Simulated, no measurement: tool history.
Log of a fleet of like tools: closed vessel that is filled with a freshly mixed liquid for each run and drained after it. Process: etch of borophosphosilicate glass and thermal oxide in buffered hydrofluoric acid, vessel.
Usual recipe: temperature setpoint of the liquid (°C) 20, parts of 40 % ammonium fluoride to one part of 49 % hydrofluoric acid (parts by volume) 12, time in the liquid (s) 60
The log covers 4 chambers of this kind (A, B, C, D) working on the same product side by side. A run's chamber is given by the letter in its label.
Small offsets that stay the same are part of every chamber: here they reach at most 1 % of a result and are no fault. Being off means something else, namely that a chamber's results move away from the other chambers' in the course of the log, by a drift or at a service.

run   hour  temperature setpoint of the liquid (°C)  parts of 40 % ammonium fluoride to one part of 49 % hydrofluoric acid (parts by volume)  time in the liquid (s)  read-back film thickness of the borophosphosilicate glass reference wafer, read on the same gauge (nm)  read-back film thickness of the thermal oxide reference wafer, read on the same gauge (nm)  thickness taken off the borophosphosilicate glass on a monitor wafer (Å)  thickness taken off the thermal oxide on a monitor wafer (Å)
 1B      8                                       20                                                                                       12                      60                                                                                                  110.03                                                                                      50.004                                                                    506.14                                                        458.35
 2C   11.9                                       20                                                                                       12                      60                                                                                                  110.05                                                                                      50.007                                                                    503.02                                                        458.79
 3D   16.9                                       20                                                                                       12                      60                                                                                                  109.99                                                                                      49.984                                                                    492.86                                                        461.25
 4A   24.3                                       20                                                                                       12                      60                                                                                                  110.02                                                                                      49.999                                                                    495.45                                                        463.03
 5D   32.8                                       20                                                                                       12                      60                                                                                                     110                                                                                      49.994                                                                    492.12                                                        461.16
 6A   40.3                                       20                                                                                       12                      60                                                                                                  109.99                                                                                      49.996                                                                    503.98                                                        462.31
 7B     46                                       17                                                                                       12                      60                                                                                                     110                                                                                      49.968                                                                    424.77                                                        393.72
 8C   51.7                                       17                                                                                       12                      60                                                                                                  109.95                                                                                      49.993                                                                    432.15                                                        389.81
 9D   58.7                                       17                                                                                       12                      60                                                                                                  109.96                                                                                      50.003                                                                    419.77                                                        388.26
10C     66                                       17                                                                                       12                      60                                                                                                  110.02                                                                                      50.007                                                                    426.22                                                        385.03
      68.1  -- chamber C: thermometer replaced
11A   72.5                                       20                                                                                       12                      60                                                                                                  109.99                                                                                      50.005                                                                    499.82                                                        458.21
12B   78.6                                       20                                                                                       12                      60                                                                                                  110.05                                                                                       49.98                                                                    510.85                                                         461.8
13D   82.4                                       20                                                                                       12                      95                                                                                                  110.01                                                                                      50.007                                                                    795.41                                                        734.22
14C   87.7                                       20                                                                                       12                      95                                                                                                  109.97                                                                                       50.01                                                                    807.95                                                        737.33
15A   92.4                                       20                                                                                       12                      95                                                                                                  110.01                                                                                      50.008                                                                    791.98                                                        728.33
16B  100.2                                       20                                                                                       12                      95                                                                                                  110.01                                                                                          50                                                                    803.31                                                        727.11
17D  106.4                                       20                                                                                       12                      60                                                                                                  110.01                                                                                      50.004                                                                    495.24                                                        459.56
18A  112.1                                       20                                                                                       12                      60                                                                                                  110.03                                                                                      50.008                                                                    504.99                                                        458.61
19C  118.5                                       20                                                                                       12                      60                                                                                                  110.02                                                                                       49.99                                                                    507.98                                                        460.77
20B  123.4                                       20                                                                                       12                      60                                                                                                  110.04                                                                                      49.979                                                                    501.24                                                        457.63
21D  127.6                                       20                                                                                       12                      60                                                                                                  110.01                                                                                      49.989                                                                    505.22                                                        458.47
22C  134.8                                       20                                                                                       12                      60                                                                                                  110.01                                                                                      50.008                                                                     504.7                                                        462.41
     137.3  -- chamber A: thermometer replaced
23A  140.3                                       20                                                                                       12                      60                                                                                                  110.02                                                                                      50.028                                                                    501.06                                                         457.3
24B  146.7                                       20                                                                                       12                      60                                                                                                  109.99                                                                                       50.01                                                                    504.44                                                         463.1
25D  150.9                                       20                                                                                       12                      60                                                                                                  110.01                                                                                      49.994                                                                    503.79                                                         461.2
26B  159.3                                       20                                                                                       12                      60                                                                                                     110                                                                                      50.019                                                                    504.67                                                        459.35
27C  163.8                                       20                                                                                       12                      80                                                                                                  109.99                                                                                      49.987                                                                    665.79                                                        617.86
     166.7  -- chamber D: thermometer replaced
28A  169.1                                       20                                                                                       12                      80                                                                                                  109.98                                                                                      50.003                                                                    663.51                                                        618.29
29D  173.9                                       20                                                                                       12                      80                                                                                                  110.02                                                                                      50.011                                                                    669.33                                                        620.66
30B    180                                       20                                                                                       12                      80                                                                                                     110                                                                                      49.997                                                                    671.98                                                        611.43
31C  184.4                                       20                                                                                       12                      60                                                                                                  110.02                                                                                      50.045                                                                    510.79                                                        460.28
32A  189.1                                       20                                                                                       12                      60                                                                                                     110                                                                                      49.993                                                                    497.63                                                        461.02
33B  196.3                                       20                                                                                       12                      60                                                                                                     110                                                                                      49.979                                                                    494.97                                                        454.55
34D  201.9                                       20                                                                                       16                      60                                                                                                  109.94                                                                                      50.003                                                                    381.61                                                        344.47
35A  208.5                                       20                                                                                       16                      60                                                                                                  110.03                                                                                       50.01                                                                    373.82                                                        349.04

Is one chamber off against the others, does the gauge drift, or is nothing wrong? If a chamber is off, say which, and what the likeliest cause is.

The fleet is healthy, with each chamber sitting at its usual small offset and no drift in the gauge.

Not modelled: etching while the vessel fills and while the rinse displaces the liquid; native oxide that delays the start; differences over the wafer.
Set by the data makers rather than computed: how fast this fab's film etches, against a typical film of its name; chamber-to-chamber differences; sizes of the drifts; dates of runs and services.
